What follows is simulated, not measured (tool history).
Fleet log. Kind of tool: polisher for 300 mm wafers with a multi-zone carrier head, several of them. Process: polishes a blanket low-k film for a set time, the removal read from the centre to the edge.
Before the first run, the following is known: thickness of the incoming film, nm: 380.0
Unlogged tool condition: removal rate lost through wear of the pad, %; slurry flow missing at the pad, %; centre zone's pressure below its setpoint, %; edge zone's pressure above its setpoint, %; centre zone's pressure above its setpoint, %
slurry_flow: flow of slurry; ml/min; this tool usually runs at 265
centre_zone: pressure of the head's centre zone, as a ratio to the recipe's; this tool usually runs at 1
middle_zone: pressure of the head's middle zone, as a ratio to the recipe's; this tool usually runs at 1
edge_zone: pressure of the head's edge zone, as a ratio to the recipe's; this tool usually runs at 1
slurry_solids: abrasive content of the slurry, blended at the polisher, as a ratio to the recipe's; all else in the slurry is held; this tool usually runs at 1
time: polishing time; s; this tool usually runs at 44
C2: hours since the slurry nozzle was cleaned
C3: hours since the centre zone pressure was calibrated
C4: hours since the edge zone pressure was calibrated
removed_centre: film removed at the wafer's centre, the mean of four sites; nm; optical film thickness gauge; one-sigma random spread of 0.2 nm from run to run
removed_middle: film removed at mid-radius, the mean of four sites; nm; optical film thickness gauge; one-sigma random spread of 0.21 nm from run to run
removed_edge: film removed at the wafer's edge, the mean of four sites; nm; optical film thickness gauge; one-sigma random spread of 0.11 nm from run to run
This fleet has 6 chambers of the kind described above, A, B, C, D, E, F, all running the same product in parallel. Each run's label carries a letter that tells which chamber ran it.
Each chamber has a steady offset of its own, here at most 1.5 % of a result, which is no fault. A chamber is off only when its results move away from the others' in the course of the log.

run 1F hour=6.8 | slurry_flow=265 centre_zone=1 middle_zone=1 edge_zone=1 slurry_solids=1 time=44 | wafers_polished_on_this_pad=954 C2=313.1 C3=533.5 C4=169.1 | removed_centre=15.036 removed_middle=14.789 removed_edge=14.871
-- hour=7.5 chamber B: worn pad replaced by a new one
run 2A hour=16 | slurry_flow=265 centre_zone=1 middle_zone=1 edge_zone=1 slurry_solids=1 time=44 | wafers_polished_on_this_pad=635 C2=105.8 C3=94.1 C4=211.5 | removed_centre=14.94 removed_middle=15.233 removed_edge=15.133
-- hour=18.7 chamber E: slurry nozzle cleaned
run 3C hour=27.1 | slurry_flow=265 centre_zone=1 middle_zone=1 edge_zone=1 slurry_solids=1 time=44 | wafers_polished_on_this_pad=474 C2=135.7 C3=294.5 C4=226.4 | removed_centre=15.067 removed_middle=15.326 removed_edge=15.004
-- hour=27.3 chamber B: edge zone pressure recalibrated
-- hour=30.9 chamber E: worn pad replaced by a new one
-- hour=38.9 chamber F: worn pad replaced by a new one
run 4E hour=39.4 | slurry_flow=265 centre_zone=1 middle_zone=1 edge_zone=1 slurry_solids=1 time=44 | wafers_polished_on_this_pad=69 C2=20.8 C3=361 C4=303.6 | removed_centre=15.127 removed_middle=14.626 removed_edge=15.181
run 5B hour=47.5 | slurry_flow=265 centre_zone=1 middle_zone=1 edge_zone=1 slurry_solids=1 time=44 | wafers_polished_on_this_pad=328 C2=243.3 C3=1013.7 C4=20.2 | removed_centre=15.247 removed_middle=15.203 removed_edge=14.875
-- hour=48.2 chamber D: worn pad replaced by a new one
run 6D hour=57.7 | slurry_flow=265 centre_zone=1 middle_zone=1 edge_zone=1 slurry_solids=1 time=44 | wafers_polished_on_this_pad=78 C2=263.7 C3=57.8 C4=210.5 | removed_centre=14.752 removed_middle=15.137 removed_edge=15.233
-- hour=60.9 chamber E: edge zone pressure recalibrated
run 7E hour=67 | slurry_flow=265 centre_zone=1 middle_zone=1 edge_zone=1 slurry_solids=1 time=44 | wafers_polished_on_this_pad=296 C2=48.4 C3=388.6 C4=6.1 | removed_centre=15.181 removed_middle=14.764 removed_edge=15.142
run 8B hour=73.8 | slurry_flow=265 centre_zone=1 middle_zone=1 edge_zone=1 slurry_solids=1 time=44 | wafers_polished_on_this_pad=544 C2=269.6 C3=1040 C4=46.5 | removed_centre=14.91 removed_middle=14.739 removed_edge=14.969
run 9D hour=84.3 | slurry_flow=265 centre_zone=1 middle_zone=1 edge_zone=1 slurry_solids=1 time=44 | wafers_polished_on_this_pad=296 C2=290.3 C3=84.4 C4=237.1 | removed_centre=15.116 removed_middle=14.63 removed_edge=15.252
run 10F hour=92.7 | slurry_flow=265 centre_zone=1 middle_zone=1 edge_zone=1 slurry_solids=1 time=44 | wafers_polished_on_this_pad=441 C2=399 C3=619.4 C4=255 | removed_centre=15.292 removed_middle=15.16 removed_edge=15.035
run 11A hour=99.3 | slurry_flow=265 centre_zone=1 middle_zone=1 edge_zone=1 slurry_solids=1 time=44 | wafers_polished_on_this_pad=1319 C2=189.1 C3=177.4 C4=294.8 | removed_centre=14.952 removed_middle=15.339 removed_edge=15.006
-- hour=101.8 chamber B: worn pad replaced by a new one
-- hour=102 chamber A: worn pad replaced by a new one
run 12C hour=111.8 | slurry_flow=265 centre_zone=1 middle_zone=1 edge_zone=1 slurry_solids=1 time=44 | wafers_polished_on_this_pad=1169 C2=220.4 C3=379.2 C4=311.1 | removed_centre=14.83 removed_middle=15.055 removed_edge=14.976
-- hour=112.4 chamber B: slurry nozzle cleaned
-- hour=117.5 chamber B: centre zone pressure recalibrated
run 13F hour=124 | slurry_flow=265 centre_zone=1 middle_zone=1 edge_zone=1 slurry_solids=1 time=44 | wafers_polished_on_this_pad=698 C2=430.3 C3=650.7 C4=286.3 | removed_centre=15.587 removed_middle=15.318 removed_edge=15.069
-- hour=126.2 chamber C: worn pad replaced by a new one
run 14A hour=134.7 | slurry_flow=265 centre_zone=1 middle_zone=1 edge_zone=1 slurry_solids=1 time=44 | wafers_polished_on_this_pad=268 C2=224.5 C3=212.8 C4=330.2 | removed_centre=15.12 removed_middle=15.049 removed_edge=15.188
run 15D hour=141.1 | slurry_flow=175 centre_zone=1 middle_zone=1 edge_zone=1 slurry_solids=1 time=54 | wafers_polished_on_this_pad=762 C2=347.1 C3=141.2 C4=293.9 | removed_centre=17.294 removed_middle=17.311 removed_edge=17.913
-- hour=144.2 chamber D: worn pad replaced by a new one
-- hour=148.2 chamber E: worn pad replaced by a new one
run 16B hour=151.4 | slurry_flow=175 centre_zone=1 middle_zone=1 edge_zone=1 slurry_solids=1 time=54 | wafers_polished_on_this_pad=407 C2=39 C3=33.9 C4=124.1 | removed_centre=17.048 removed_middle=17.384 removed_edge=17.665
-- hour=158.8 chamber F: worn pad replaced by a new one
run 17E hour=159.8 | slurry_flow=175 centre_zone=1 middle_zone=1 edge_zone=1 slurry_solids=1 time=54 | wafers_polished_on_this_pad=95 C2=141.2 C3=481.4 C4=98.9 | removed_centre=17.32 removed_middle=17.27 removed_edge=17.894
run 18C hour=174.3 | slurry_flow=175 centre_zone=1 middle_zone=1 edge_zone=1 slurry_solids=1 time=54 | wafers_polished_on_this_pad=395 C2=282.9 C3=441.7 C4=373.6 | removed_centre=17.335 removed_middle=17.169 removed_edge=17.688
run 19C hour=183.1 | slurry_flow=175 centre_zone=1 middle_zone=1 edge_zone=1 slurry_solids=1 time=54 | wafers_polished_on_this_pad=467 C2=291.7 C3=450.5 C4=382.4 | removed_centre=17.135 removed_middle=17.745 removed_edge=17.609
run 20D hour=192.7 | slurry_flow=175 centre_zone=1 middle_zone=1 edge_zone=1 slurry_solids=1 time=54 | wafers_polished_on_this_pad=398 C2=398.7 C3=192.8 C4=345.5 | removed_centre=17.228 removed_middle=17.265 removed_edge=18.018
-- hour=196.8 chamber B: worn pad replaced by a new one
run 21A hour=202.2 | slurry_flow=265 centre_zone=1 middle_zone=1 edge_zone=1 slurry_solids=1 time=44 | wafers_polished_on_this_pad=822 C2=292 C3=280.3 C4=397.7 | removed_centre=15.26 removed_middle=14.879 removed_edge=15.124
run 22F hour=210.5 | slurry_flow=265 centre_zone=1 middle_zone=1 edge_zone=1 slurry_solids=1 time=44 | wafers_polished_on_this_pad=424 C2=516.8 C3=737.2 C4=372.8 | removed_centre=15.4 removed_middle=15.129 removed_edge=14.986
run 23B hour=224.2 | slurry_flow=265 centre_zone=1 middle_zone=1 edge_zone=1 slurry_solids=1 time=44 | wafers_polished_on_this_pad=225 C2=111.8 C3=106.7 C4=196.9 | removed_centre=15.092 removed_middle=14.708 removed_edge=15.01
-- hour=227.1 chamber D: worn pad replaced by a new one
run 24E hour=237.5 | slurry_flow=265 centre_zone=1 middle_zone=1 edge_zone=1 slurry_solids=1 time=44 | wafers_polished_on_this_pad=733 C2=218.9 C3=559.1 C4=176.6 | removed_centre=15.054 removed_middle=15.097 removed_edge=15.043
run 25A hour=249.3 | slurry_flow=265 centre_zone=1 middle_zone=1 edge_zone=1 slurry_solids=1 time=44 | wafers_polished_on_this_pad=1208 C2=339.1 C3=327.4 C4=444.8 | removed_centre=15.081 removed_middle=15.07 removed_edge=15.078
run 26F hour=257.5 | slurry_flow=265 centre_zone=1 middle_zone=1 edge_zone=1 slurry_solids=1 time=44 | wafers_polished_on_this_pad=810 C2=563.8 C3=784.2 C4=419.8 | removed_centre=15.59 removed_middle=15.115 removed_edge=15.115
-- hour=266.6 chamber D: edge zone pressure recalibrated
run 27B hour=268 | slurry_flow=265 centre_zone=1 middle_zone=1 edge_zone=0.96 slurry_solids=1 time=44 | wafers_polished_on_this_pad=584 C2=155.6 C3=150.5 C4=240.7 | removed_centre=14.645 removed_middle=15.502 removed_edge=14.742
-- hour=270.5 chamber F: slurry nozzle cleaned
-- hour=276.1 chamber F: worn pad replaced by a new one
-- hour=276.4 chamber A: worn pad replaced by a new one
run 28D hour=278.5 | slurry_flow=265 centre_zone=1 middle_zone=1 edge_zone=0.96 slurry_solids=1 time=44 | wafers_polished_on_this_pad=422 C2=484.5 C3=278.6 C4=12 | removed_centre=14.994 removed_middle=15.006 removed_edge=14.702
-- hour=279.7 chamber E: worn pad replaced by a new one
-- hour=279.8 chamber B: worn pad replaced by a new one
-- hour=291.1 chamber C: worn pad replaced by a new one
run 29C hour=292.8 | slurry_flow=265 centre_zone=1 middle_zone=1 edge_zone=0.96 slurry_solids=1 time=44 | wafers_polished_on_this_pad=14 C2=401.4 C3=560.2 C4=492.1 | removed_centre=14.588 removed_middle=14.521 removed_edge=14.398
run 30E hour=306.3 | slurry_flow=265 centre_zone=1 middle_zone=1 edge_zone=0.96 slurry_solids=1 time=44 | wafers_polished_on_this_pad=218 C2=287.7 C3=627.9 C4=245.4 | removed_centre=14.96 removed_middle=15.167 removed_edge=14.856
-- hour=316 chamber D: worn pad replaced by a new one
run 31B hour=316.4 | slurry_flow=265 centre_zone=1 middle_zone=1 edge_zone=0.96 slurry_solids=1 time=44 | wafers_polished_on_this_pad=300 C2=204 C3=198.9 C4=289.1 | removed_centre=15.078 removed_middle=15.567 removed_edge=14.68
run 32D hour=328.5 | slurry_flow=265 centre_zone=1 middle_zone=1 edge_zone=0.96 slurry_solids=1 time=44 | wafers_polished_on_this_pad=102 C2=534.5 C3=328.6 C4=62 | removed_centre=15.045 removed_middle=14.943 removed_edge=15.012
run 33E hour=338.7 | slurry_flow=265 centre_zone=1 middle_zone=1 edge_zone=1.04 slurry_solids=1 time=44 | wafers_polished_on_this_pad=484 C2=320.1 C3=660.3 C4=277.8 | removed_centre=15.157 removed_middle=14.857 removed_edge=15.522
run 34C hour=352.3 | slurry_flow=265 centre_zone=1 middle_zone=1 edge_zone=1.04 slurry_solids=1 time=44 | wafers_polished_on_this_pad=502 C2=460.9 C3=619.7 C4=551.6 | removed_centre=14.597 removed_middle=14.36 removed_edge=14.938
run 35F hour=360.4 | slurry_flow=265 centre_zone=1 middle_zone=1 edge_zone=1.04 slurry_solids=1 time=44 | wafers_polished_on_this_pad=692 C2=89.9 C3=887.1 C4=522.7 | removed_centre=15.492 removed_middle=15.424 removed_edge=15.157
-- hour=364.8 chamber B: worn pad replaced by a new one
run 36A hour=369.3 | slurry_flow=265 centre_zone=1 middle_zone=1 edge_zone=1.04 slurry_solids=1 time=44 | wafers_polished_on_this_pad=762 C2=459.1 C3=447.4 C4=564.8 | removed_centre=15.092 removed_middle=15.02 removed_edge=15.335
run 37B hour=382.1 | slurry_flow=265 centre_zone=1 middle_zone=1 edge_zone=1.04 slurry_solids=1 time=44 | wafers_polished_on_this_pad=142 C2=269.7 C3=264.6 C4=354.8 | removed_centre=14.777 removed_middle=15.19 removed_edge=15.3
-- hour=390 chamber E: edge zone pressure recalibrated
run 38A hour=394.3 | slurry_flow=265 centre_zone=1 middle_zone=1 edge_zone=1.04 slurry_solids=1 time=44 | wafers_polished_on_this_pad=967 C2=484.1 C3=472.4 C4=589.8 | removed_centre=15.257 removed_middle=15.103 removed_edge=15.33
run 39E hour=407.4 | slurry_flow=265 centre_zone=1 middle_zone=1 edge_zone=1 slurry_solids=1 time=44 | wafers_polished_on_this_pad=1048 C2=388.8 C3=729 C4=17.5 | removed_centre=15.28 removed_middle=15.002 removed_edge=15.098

Read the log: is a single chamber off, either drifting away or since a service, is the gauge that measures every chamber drifting, or is nothing wrong beyond small per-chamber offsets? Name any odd chamber and what most likely caused it.

It is chamber C that slowly wanders off from its peers.
Cause: slurry flow missing at the pad, % = 39.8.

Chamber C could run next with any of the 4 candidate recipes listed below; each alters the usual settings, and their results appear as question marks. Which one brings its results back in line with what the other chambers deliver on the usual settings?
Allowed miss from the other chambers' usual-settings mean, per result, to count as in line: removed_centre 0.69 nm; removed_middle 0.75 nm; removed_edge 0.37 nm
run 40C-1 hour=417.9 | slurry_flow=260 centre_zone=0.98 middle_zone=1 edge_zone=1 slurry_solids=1 time=42 | removed_centre=? removed_middle=? removed_edge=?
run 40C-2 hour=417.9 | slurry_flow=275 centre_zone=1.03 middle_zone=1 edge_zone=0.99 slurry_solids=1.05 time=48 | removed_centre=? removed_middle=? removed_edge=?
run 40C-3 hour=417.9 | slurry_flow=255 centre_zone=0.97 middle_zone=1 edge_zone=1.01 slurry_solids=0.95 time=40 | removed_centre=? removed_middle=? removed_edge=?
run 40C-4 hour=417.9 | slurry_flow=270 centre_zone=1.02 middle_zone=1 edge_zone=1 slurry_solids=1 time=46 | removed_centre=? removed_middle=? removed_edge=?

Other chambers, usual settings, mean: removed_centre 15.073 nm; removed_middle 15.054 nm; removed_edge 15.091 nm
run=40C-1 removed_centre=12.988 removed_middle=13.503 removed_edge=13.605
run=40C-2 removed_centre=16.204 removed_middle=15.917 removed_edge=15.914
run=40C-3 removed_centre=11.902 removed_middle=12.523 removed_edge=12.696
run=40C-4 removed_centre=14.983 removed_middle=14.884 removed_edge=14.973
It is 40C-4 that realigns the chamber with its peers.

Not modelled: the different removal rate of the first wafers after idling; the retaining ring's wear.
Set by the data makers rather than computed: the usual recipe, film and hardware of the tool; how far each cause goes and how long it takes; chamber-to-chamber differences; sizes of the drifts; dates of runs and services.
